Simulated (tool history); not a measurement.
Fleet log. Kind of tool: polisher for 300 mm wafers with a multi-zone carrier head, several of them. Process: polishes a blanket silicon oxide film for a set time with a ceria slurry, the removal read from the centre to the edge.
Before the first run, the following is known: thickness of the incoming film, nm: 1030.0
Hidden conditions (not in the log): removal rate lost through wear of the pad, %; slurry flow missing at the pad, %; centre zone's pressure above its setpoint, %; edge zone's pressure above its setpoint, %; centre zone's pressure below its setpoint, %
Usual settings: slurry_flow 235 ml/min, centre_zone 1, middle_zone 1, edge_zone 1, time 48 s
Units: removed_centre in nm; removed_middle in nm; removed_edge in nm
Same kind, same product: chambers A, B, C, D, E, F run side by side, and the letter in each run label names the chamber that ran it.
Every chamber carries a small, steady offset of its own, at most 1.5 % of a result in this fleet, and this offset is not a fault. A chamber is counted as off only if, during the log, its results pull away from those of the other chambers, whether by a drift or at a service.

run	hour	slurry_flow	centre_zone	middle_zone	edge_zone	time	wafers polished on this pad	hours since the slurry nozzle was cleaned	hours since the centre zone pressure was calibrated	hours since the edge zone pressure was calibrated	removed_centre	removed_middle	removed_edge
1D	6.5	235	1	1	1	48	95	355.3	435.5	583.6	272.38	271.37	272.73
# hour 10.2: chamber A: worn pad replaced by a new one
2F	13.4	235	1	1	1	48	1062	231	43.3	205.9	270.85	272.49	273.15
# hour 25.1: chamber F: worn pad replaced by a new one
3A	26.5	235	1	1	1	48	189	39.5	514.8	28.3	270.34	269.66	273.22
4E	32.9	235	1	1	1	48	990	83.3	921	74.2	271.65	272.8	261.95
# hour 38: chamber C: worn pad replaced by a new one
5C	39.7	275	1	1	1.05	48	20	235.2	487.5	596.9	276.68	272.83	274.6
6B	52.2	275	1	1	1.05	48	798	143.6	59.1	394.8	278.29	279.76	285.1
7E	61.5	275	1	1	1.05	48	1322	111.9	949.6	102.8	277.93	271.25	277.24
# hour 64.2: chamber B: worn pad replaced by a new one
8A	72.7	275	1	1	1.05	48	724	85.7	561	74.5	278.43	274.69	272.52
# hour 78.5: chamber E: worn pad replaced by a new one
# hour 79.2: chamber C: centre zone pressure recalibrated
# hour 85.1: chamber A: worn pad replaced by a new one
9F	86.5	275	1	1	1.05	48	711	304.1	116.4	279	273.89	277.23	284.78
10C	97.7	275	1	1	1.05	48	692	293.2	18.6	654.9	274.11	270.41	281.52
# hour 102.4: chamber D: slurry nozzle cleaned
11D	104.6	235	1	1	1	48	1232	2.3	533.6	681.7	275.15	272.52	276.52
# hour 108.9: chamber C: worn pad replaced by a new one
# hour 110.4: chamber F: worn pad replaced by a new one
12B	113.7	235	1	1	1.05	48	574	205.1	120.6	456.3	273.62	271.86	276.7
# hour 120.1: chamber F: slurry nozzle cleaned
13F	121.9	235	1	1	1.05	48	134	1.8	151.8	314.4	271.09	273.29	288.63
14C	131.7	235	1	1	1.05	48	264	327.2	52.6	688.9	268.53	268.91	282.39
# hour 133.8: chamber D: worn pad replaced by a new one
15B	141.5	235	1	1	1.05	48	896	232.9	148.4	484.1	270.32	270.01	277.63
16E	147.9	235	1	1	1.05	48	804	198.3	1036	189.2	265.97	269.17	280.44
# hour 149.8: chamber B: worn pad replaced by a new one
# hour 160.2: chamber A: worn pad replaced by a new one
17A	161.8	235	1	1	1.05	48	18	174.8	650.1	163.6	274.37	275.64	280.22
# hour 168.2: chamber D: centre zone pressure recalibrated
# hour 171.4: chamber E: centre zone pressure recalibrated
18D	172	235	1	1	1	48	443	69.7	3.8	749.1	247.27	276.13	278.46
# hour 184.1: chamber C: worn pad replaced by a new one
# hour 184.2: chamber E: worn pad replaced by a new one
19B	186	235	1	1	1	48	419	277.4	192.9	528.6	265.64	274.46	273.94
20D	192.9	235	1	1	1	48	685	90.6	24.7	770	245.7	275.28	272.26
21A	205.9	235	1	1	1	48	529	218.9	694.2	207.7	272.37	274.79	270.01
# hour 213.8: chamber E: slurry nozzle cleaned
22C	217.2	235	1	1	1	48	384	412.7	138.1	774.4	267.92	269.53	271.4
# hour 217.5: chamber F: worn pad replaced by a new one
23E	224.3	235	1	1	1	48	465	10.6	52.9	265.6	267.78	272.65	277.47
# hour 228.9: chamber B: slurry nozzle cleaned
24F	232.7	235	1	1	1	40	176	112.6	262.6	425.2	224.26	226.45	225.7
# hour 233.7: chamber A: worn pad replaced by a new one
# hour 240.1: chamber B: worn pad replaced by a new one
25C	246.4	235	1	1	1	40	722	441.9	167.3	803.6	224.17	220.83	228.84
26D	252.6	235	1	1	1	40	1377	150.3	84.4	829.7	203	229.81	226.02
# hour 256.8: chamber D: worn pad replaced by a new one
# hour 257.8: chamber C: worn pad replaced by a new one
27F	266.9	235	1	1	1	40	572	146.8	296.8	459.4	224.44	228.1	228.59
# hour 268.9: chamber F: centre zone pressure recalibrated
28B	276.5	235	1	1	1	40	422	47.6	283.4	619.1	227.73	229.84	226.18
29A	284.1	235	1	1	1	40	584	297.1	772.4	285.9	226.95	227.51	222.66
30E	297.3	235	1	1	1	48	1311	83.6	125.9	338.6	272.62	271.16	266.81
# hour 297.7: chamber E: worn pad replaced by a new one
31A	306.7	235	1	1	1	48	846	319.7	795	308.5	272.33	273.18	265.83
32B	313.9	235	0.95	0.94	1	48	855	85	320.8	656.5	256.75	257.13	269.86
# hour 315.5: chamber F: worn pad replaced by a new one
# hour 317.8: chamber B: worn pad replaced by a new one
# hour 319.4: chamber A: worn pad replaced by a new one
33C	321.7	235	0.95	0.94	1	48	740	517.2	242.6	878.9	255.05	252.67	275.12
34E	329.4	235	0.95	0.94	1	48	367	115.7	158	370.7	258.23	256.84	267.39
# hour 331.8: chamber A: centre zone pressure recalibrated
35F	339.8	235	0.95	0.94	1	48	281	219.7	71	532.3	250.31	258.58	269.21
36D	353.1	235	0.95	0.94	1	48	1116	250.8	184.9	930.2	230.69	257.79	276.2
37A	360.4	235	0.95	0.94	1	48	475	373.4	28.7	362.2	252.07	257.19	269.5
38F	371.9	235	1	1	1	48	653	251.8	103.1	564.4	266.91	271.43	271.59
39D	381.1	235	1	1	1	48	1440	278.8	212.9	958.2	245.25	274.66	273.6
40E	391.1	235	1	1	1	48	1082	177.4	219.7	432.4	266.13	271.76	270.12
41B	405.4	235	1.11	1	1	48	1015	176.5	412.3	748	307.28	273.22	269.74

Has any chamber moved away from the others, gradually or after a service, or does the common gauge drift, or do the chambers differ only by their own small steady offsets? State the chamber and the most likely cause if one applies.

A service left chamber D off against the others.
Likeliest cause: centre zone's pressure below its setpoint, % = 9.

Below are 4 candidate recipes for chamber D's next run, each the usual settings with a change, their results shown as question marks. Which of them brings D's results back in line with what the other chambers give on the usual settings?
In line means no further than this from the other chambers' mean on the usual settings: removed_centre 8.6 nm; removed_middle 6.2 nm; removed_edge 13 nm
42D-1	415.7	230	0.92	1.02	1.02	48					?	?	?
42D-2	415.7	240	1.08	0.98	0.98	48					?	?	?
42D-3	415.7	235	0.97	1.01	1.01	48					?	?	?
42D-4	415.7	235	1.03	0.99	0.99	48					?	?	?

Mean of the other chambers on the usual settings: removed_centre 269.82 nm; removed_middle 270.83 nm; removed_edge 270.82 nm
run	removed_centre	removed_middle	removed_edge
42D-1	223.2	278.43	273.91
42D-2	268.73	269.74	269.34
42D-3	237.66	276.63	273.05
42D-4	254.18	271.59	270.23
42D-2 is the one that brings the chamber's results back in line with the other chambers.
